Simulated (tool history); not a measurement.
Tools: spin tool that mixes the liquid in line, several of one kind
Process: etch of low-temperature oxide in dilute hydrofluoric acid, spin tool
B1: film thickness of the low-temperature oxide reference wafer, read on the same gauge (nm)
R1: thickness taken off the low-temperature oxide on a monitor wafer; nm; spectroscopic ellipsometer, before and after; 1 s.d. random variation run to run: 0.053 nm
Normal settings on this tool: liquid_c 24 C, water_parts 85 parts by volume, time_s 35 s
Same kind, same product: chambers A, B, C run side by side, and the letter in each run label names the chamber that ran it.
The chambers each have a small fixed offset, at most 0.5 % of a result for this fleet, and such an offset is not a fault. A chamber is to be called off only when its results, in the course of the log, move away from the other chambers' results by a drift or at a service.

Run 1C, day 0.417: usual settings; B1 60.005. Result: R1 7.0283 nm.
Run 2B, day 0.954: usual settings; B1 59.984. Result: R1 7.1657 nm.
Run 3A, day 1.254: usual settings; B1 60.010. Result: R1 7.0124 nm.
Run 4A, day 1.833: usual settings; B1 59.983. Result: R1 7.0766 nm.
Run 5C, day 2.358: usual settings; B1 60.011. Result: R1 7.1555 nm.
Run 6B, day 2.933: usual settings; B1 60.026. Result: R1 7.0902 nm.
Run 7B, day 3.358: usual settings; B1 59.987. Result: R1 7.0943 nm.
At day 3.442: chamber C: hydrofluoric acid flow meter replaced.
Run 8C, day 3.633: usual settings; B1 59.974. Result: R1 7.0984 nm.
Run 9A, day 4.212: usual settings; B1 60.008. Result: R1 7.0539 nm.
Run 10B, day 4.733: usual settings; B1 60.018. Result: R1 7.1585 nm.
Run 11C, day 5.238: usual settings; B1 59.970. Result: R1 7.1119 nm.
Run 12A, day 5.596: usual settings; B1 60.014. Result: R1 6.9682 nm.
Run 13C, day 6.212: usual settings but liquid_c 22 C; B1 60.013. Result: R1 6.6033 nm.
Run 14A, day 6.583: usual settings but liquid_c 22 C; B1 60.004. Result: R1 6.3214 nm.
Run 15B, day 7.012: usual settings but liquid_c 22 C; B1 60.000. Result: R1 6.6294 nm.
Run 16A, day 7.296: usual settings; B1 60.012. Result: R1 6.7922 nm.
Run 17B, day 7.758: usual settings but liquid_c 27 C; B1 60.008. Result: R1 8.1096 nm.
Run 18C, day 8.112: usual settings but liquid_c 27 C; B1 60.012. Result: R1 8.0092 nm.
At day 8.542: chamber B: thermometer replaced.
Run 19A, day 8.654: usual settings but liquid_c 27 C; B1 60.015. Result: R1 7.3796 nm.
Run 20C, day 9.088: usual settings but water_parts 50 parts by volume, time_s 20 s; B1 59.992. Result: R1 7.3246 nm.
Run 21B, day 9.458: usual settings but water_parts 50 parts by volume, time_s 20 s; B1 59.983. Result: R1 7.3170 nm.

Next, all 3 chambers run the settings below, one line each with question marks for the results. What does each chamber give?
Run 22A, day 9.900: usual settings. Result: R1 ?.
Run 22B, day 9.900: usual settings. Result: R1 ?.
Run 22C, day 9.900: usual settings. Result: R1 ?.

run      R1
22A  6.5497
22B  7.1506
22C  7.2626
